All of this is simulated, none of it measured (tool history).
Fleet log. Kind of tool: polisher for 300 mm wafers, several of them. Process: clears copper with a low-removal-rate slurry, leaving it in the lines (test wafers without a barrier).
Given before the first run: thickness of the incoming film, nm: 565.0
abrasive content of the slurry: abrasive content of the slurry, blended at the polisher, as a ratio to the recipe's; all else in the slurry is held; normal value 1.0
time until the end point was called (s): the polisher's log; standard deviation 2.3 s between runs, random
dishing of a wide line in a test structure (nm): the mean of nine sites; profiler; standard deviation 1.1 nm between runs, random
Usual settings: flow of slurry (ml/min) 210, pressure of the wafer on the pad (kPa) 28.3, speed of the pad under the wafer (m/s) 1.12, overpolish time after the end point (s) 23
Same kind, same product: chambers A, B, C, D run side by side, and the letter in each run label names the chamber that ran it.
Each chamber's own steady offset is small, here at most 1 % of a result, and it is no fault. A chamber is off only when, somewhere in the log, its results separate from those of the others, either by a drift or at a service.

run	hour	flow of slurry (ml/min)	pressure of the wafer on the pad (kPa)	speed of the pad under the wafer (m/s)	abrasive content of the slurry	overpolish time after the end point (s)	wafers polished on this pad	hours since the slurry nozzle was cleaned	hours since the head pressure was calibrated	hours since the slurry blender was calibrated	time until the end point was called (s)	dishing of a wide line in a test structure (nm)
# hour 6.7: chamber C: worn pad replaced by a new one
1A	6.9	210	28.3	1.12	1.0	23	83	721.8	966.5	46.6	126.35	66.110
2D	12.3	210	28.3	1.12	1.0	23	705	340.0	460.4	74.0	122.76	68.449
3B	16.6	210	28.3	1.12	1.0	23	650	75.4	495.4	120.2	122.01	66.073
4C	19.7	210	28.3	1.12	1.0	23	87	218.0	347.4	191.8	125.05	67.182
5C	25.6	210	28.3	0.92	1.0	32	126	223.9	353.3	197.7	149.72	73.945
6D	29.3	210	28.3	0.92	1.0	32	819	357.0	477.4	91.0	151.03	74.900
7A	34.1	210	28.3	0.92	1.0	32	265	749.0	993.7	73.8	153.14	73.553
8B	39.7	210	28.3	0.92	1.0	32	804	98.5	518.5	143.3	146.90	71.567
9D	46.6	210	28.3	1.12	1.0	23	935	374.3	494.7	108.3	122.96	65.087
10A	49.7	210	28.3	1.12	1.0	23	369	764.6	1009.3	89.4	125.35	67.605
11B	56.4	210	28.3	1.12	1.0	23	916	115.2	535.2	160.0	126.75	65.718
12C	60.1	210	28.3	1.12	1.0	23	358	258.4	387.8	232.2	126.23	67.852
13B	65.7	210	28.3	1.12	1.0	23	978	124.5	544.5	169.3	124.97	64.753
# hour 66.3: chamber B: slurry blender recalibrated
14D	70.0	210	28.3	1.12	1.0	23	1092	397.7	518.1	131.7	125.07	67.723
# hour 74.1: chamber A: slurry blender recalibrated
15A	75.9	210	28.3	1.12	1.0	23	545	790.8	1035.5	1.9	128.00	66.698
16C	79.2	210	28.3	1.12	1.0	23	485	277.5	406.9	251.3	121.00	67.706
17C	85.1	210	28.3	1.12	1.0	23	525	283.4	412.8	257.2	122.28	65.843
# hour 85.5: chamber C: worn pad replaced by a new one
# hour 89.2: chamber A: worn pad replaced by a new one
18D	91.2	145	28.3	1.12	1.0	11	1234	418.9	539.3	152.9	132.35	32.744
# hour 94.2: chamber A: slurry nozzle cleaned
19B	97.0	145	28.3	1.12	1.0	11	1188	155.8	575.8	30.7	127.79	34.156
20A	100.2	145	28.3	1.12	1.0	11	73	6.0	1059.8	26.2	133.45	32.773
21B	106.5	145	28.3	1.12	1.0	11	1252	165.3	585.3	40.2	125.94	33.936
22D	110.1	210	28.3	1.12	1.0	23	1360	437.8	558.2	171.8	131.54	66.871
# hour 111.9: chamber B: worn pad replaced by a new one
23A	116.5	210	28.3	1.12	1.0	23	182	22.3	1076.1	42.5	125.03	66.718
24C	119.8	210	28.3	1.12	1.0	23	230	318.1	447.5	291.9	127.67	67.002
25A	125.1	285	28.3	1.12	1.0	23	240	30.9	1084.7	51.1	121.64	70.285
26C	130.3	285	28.3	1.12	1.0	23	300	328.6	458.0	302.4	122.30	67.856
27B	135.0	285	28.3	1.12	1.0	23	155	193.8	613.8	68.7	118.14	66.955
28D	141.5	285	28.3	1.12	1.0	23	1570	469.2	589.6	203.2	129.60	66.959
29A	145.2	210	28.3	1.12	1.0	23	375	51.0	1104.8	71.2	121.08	66.937
30D	152.2	210	28.3	1.12	1.0	23	1642	479.9	600.3	213.9	135.90	63.872
31C	157.8	210	28.3	1.12	1.0	23	484	356.1	485.5	329.9	128.50	66.884
# hour 160.6: chamber C: slurry nozzle cleaned
32B	163.8	210	28.3	1.12	1.0	23	348	222.6	642.6	97.5	124.84	66.897
33B	167.5	210	28.3	1.12	1.0	23	372	226.3	646.3	101.2	128.38	66.445
# hour 171.1: chamber A: slurry blender recalibrated
34A	172.0	210	21.4	1.12	1.3	23	554	77.8	1131.6	0.9	155.07	55.236
# hour 176.4: chamber A: worn pad replaced by a new one
35C	177.5	210	21.4	1.12	1.3	23	616	16.9	505.2	349.6	155.33	54.911
# hour 181.9: chamber C: worn pad replaced by a new one
36D	184.5	210	21.4	1.12	1.3	23	1859	512.2	632.6	246.2	165.54	49.714
37D	188.9	210	21.4	1.12	1.3	23	1888	516.6	637.0	250.6	169.40	51.300
38C	193.3	210	28.3	1.12	1.0	23	76	32.7	521.0	365.4	123.75	66.788
39B	198.6	210	28.3	1.12	1.0	23	581	257.4	677.4	132.3	125.87	66.515
40A	204.2	210	28.3	1.12	1.0	23	186	110.0	1163.8	33.1	127.65	64.690
41B	207.7	210	28.3	1.12	1.0	23	642	266.5	686.5	141.4	124.62	65.405
# hour 208.0: chamber A: head pressure recalibrated
42A	211.4	210	28.3	1.12	1.0	23	235	117.2	3.5	40.3	122.47	68.219

One chamber off, gauge drift, or nothing amiss beyond the chambers' own small offsets? If it is a chamber, which one, and what is the likeliest cause?

One chamber, D, drifts off from the rest bit by bit.
Likeliest cause: removal rate lost through wear of the pad, % = 10.1.
The log may not tell that from: head's pressure below its setpoint, %; abrasive missing from the slurry, %.

Which of the 4 candidates below, each the usual settings with something changed and its results left as question marks, puts chamber D back in line with what the other chambers give on the usual settings?
A result is in line if it is within this distance of the other chambers' mean on the usual settings: time until the end point was called (s) 8.10; dishing of a wide line in a test structure (nm) 3.900
43D-1	216.5	210	29.6	1.18	1.0	23					?	?
43D-2	216.5	210	26.9	1.06	1.0	23					?	?
43D-3	216.5	205	25.5	0.98	1.0	24					?	?
43D-4	216.5	215	31.7	1.26	1.0	22					?	?

Other chambers, usual settings, mean: time until the end point was called (s) 124.18; dishing of a wide line in a test structure (nm) 66.652
run	time until the end point was called (s)	dishing of a wide line in a test structure (nm)
43D-1	125.80	67.180
43D-2	153.95	56.696
43D-3	175.72	52.469
43D-4	109.99	72.435
43D-1 brings the chamber back in line.

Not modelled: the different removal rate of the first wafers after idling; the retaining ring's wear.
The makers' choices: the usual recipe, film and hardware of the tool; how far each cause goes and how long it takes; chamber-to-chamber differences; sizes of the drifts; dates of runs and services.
